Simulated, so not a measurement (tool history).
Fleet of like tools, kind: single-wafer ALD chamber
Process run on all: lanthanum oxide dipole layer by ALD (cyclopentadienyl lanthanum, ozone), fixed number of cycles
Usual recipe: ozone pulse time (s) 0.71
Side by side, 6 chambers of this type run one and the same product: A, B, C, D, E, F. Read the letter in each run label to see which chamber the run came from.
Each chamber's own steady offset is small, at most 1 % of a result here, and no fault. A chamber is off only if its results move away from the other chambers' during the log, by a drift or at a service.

| run | hour | ozone pulse time (s) | read-back reference wafer on the same gauge, thickness_nm | mean film thickness on the monitor wafer (nm) |
|---|---|---|---|---|
| 1C | 8.0 | 0.71 | 0.35102 | 0.43876 |
| 2A | 14.6 | 0.71 | 0.35105 | 0.43879 |
| 3B | 25.7 | 0.71 | 0.35118 | 0.43588 |
| 4E | 32.8 | 0.71 | 0.35100 | 0.43812 |
| 5F | 43.4 | 0.71 | 0.35113 | 0.44071 |
|  | 52.4 | chamber B: thermocouple changed; heater temperature recalibrated |
| 6D | 53.5 | 0.71 | 0.35111 | 0.43847 |
| 7A | 66.9 | 0.71 | 0.35138 | 0.43830 |
| 8D | 76.2 | 0.71 | 0.35128 | 0.43788 |
| 9F | 84.8 | 0.71 | 0.35131 | 0.44025 |
| 10E | 95.5 | 0.49 | 0.35129 | 0.36234 |
|  | 103.1 | chamber A: ozone generator serviced |
| 11C | 107.5 | 0.49 | 0.35140 | 0.36219 |
| 12B | 119.9 | 0.49 | 0.35153 | 0.35828 |
| 13B | 129.9 | 0.49 | 0.35150 | 0.35822 |
| 14D | 137.2 | 0.49 | 0.35153 | 0.36276 |
| 15C | 144.0 | 0.49 | 0.35150 | 0.36273 |
| 16F | 153.9 | 0.71 | 0.35166 | 0.44071 |
| 17E | 164.7 | 0.71 | 0.35164 | 0.43813 |
| 18A | 173.4 | 0.71 | 0.35161 | 0.43791 |
| 19C | 186.9 | 0.71 | 0.35170 | 0.43993 |
| 20F | 196.2 | 0.71 | 0.35182 | 0.44110 |
| 21E | 209.9 | 0.71 | 0.35186 | 0.43959 |
|  | 211.0 | chamber E: thermocouple changed; heater temperature recalibrated |
| 22B | 218.5 | 0.71 | 0.35178 | 0.43734 |
| 23A | 224.7 | 0.71 | 0.35183 | 0.43923 |
| 24D | 233.9 | 0.71 | 0.35185 | 0.43850 |
| 25D | 240.1 | 0.71 | 0.35185 | 0.43858 |
| 26F | 252.0 | 0.71 | 0.35202 | 0.44074 |
| 27C | 261.9 | 0.71 | 0.35198 | 0.44086 |
|  | 268.0 | chamber C: ozone generator serviced |
| 28A | 268.9 | 0.71 | 0.35200 | 0.43927 |
| 29B | 279.6 | 0.71 | 0.35206 | 0.43725 |
| 30E | 292.6 | 0.71 | 0.35199 | 0.43905 |
| 31A | 300.3 | 0.71 | 0.35218 | 0.43886 |
| 32C | 309.7 | 0.71 | 0.35218 | 0.44022 |
| 33F | 318.3 | 0.71 | 0.35213 | 0.44161 |
| 34D | 326.2 | 0.71 | 0.35220 | 0.43922 |
| 35B | 339.5 | 0.71 | 0.35231 | 0.43665 |
| 36E | 352.1 | 0.71 | 0.35226 | 0.43868 |
| 37D | 359.2 | 0.71 | 0.35236 | 0.43992 |
| 38C | 368.4 | 0.43 | 0.35246 | 0.33610 |
| 39F | 374.7 | 0.43 | 0.35238 | 0.33646 |
| 40B | 383.7 | 0.43 | 0.35236 | 0.33043 |
| 41A | 392.5 | 0.43 | 0.35243 | 0.33416 |
| 42E | 401.8 | 0.43 | 0.35257 | 0.33526 |
| 43E | 412.7 | 0.43 | 0.35260 | 0.33583 |

All 6 chambers run these settings next. Forecast each chamber's results:
| 44A | 422.9 | 0.71 |  | ? |
| 44B | 422.9 | 0.71 |  | ? |
| 44C | 422.9 | 0.71 |  | ? |
| 44D | 422.9 | 0.71 |  | ? |
| 44E | 422.9 | 0.71 |  | ? |
| 44F | 422.9 | 0.71 |  | ? |

| run | mean film thickness on the monitor wafer (nm) |
|---|---|
| 44A | 0.43962 |
| 44B | 0.43915 |
| 44C | 0.44170 |
| 44D | 0.43923 |
| 44E | 0.44019 |
| 44F | 0.44205 |
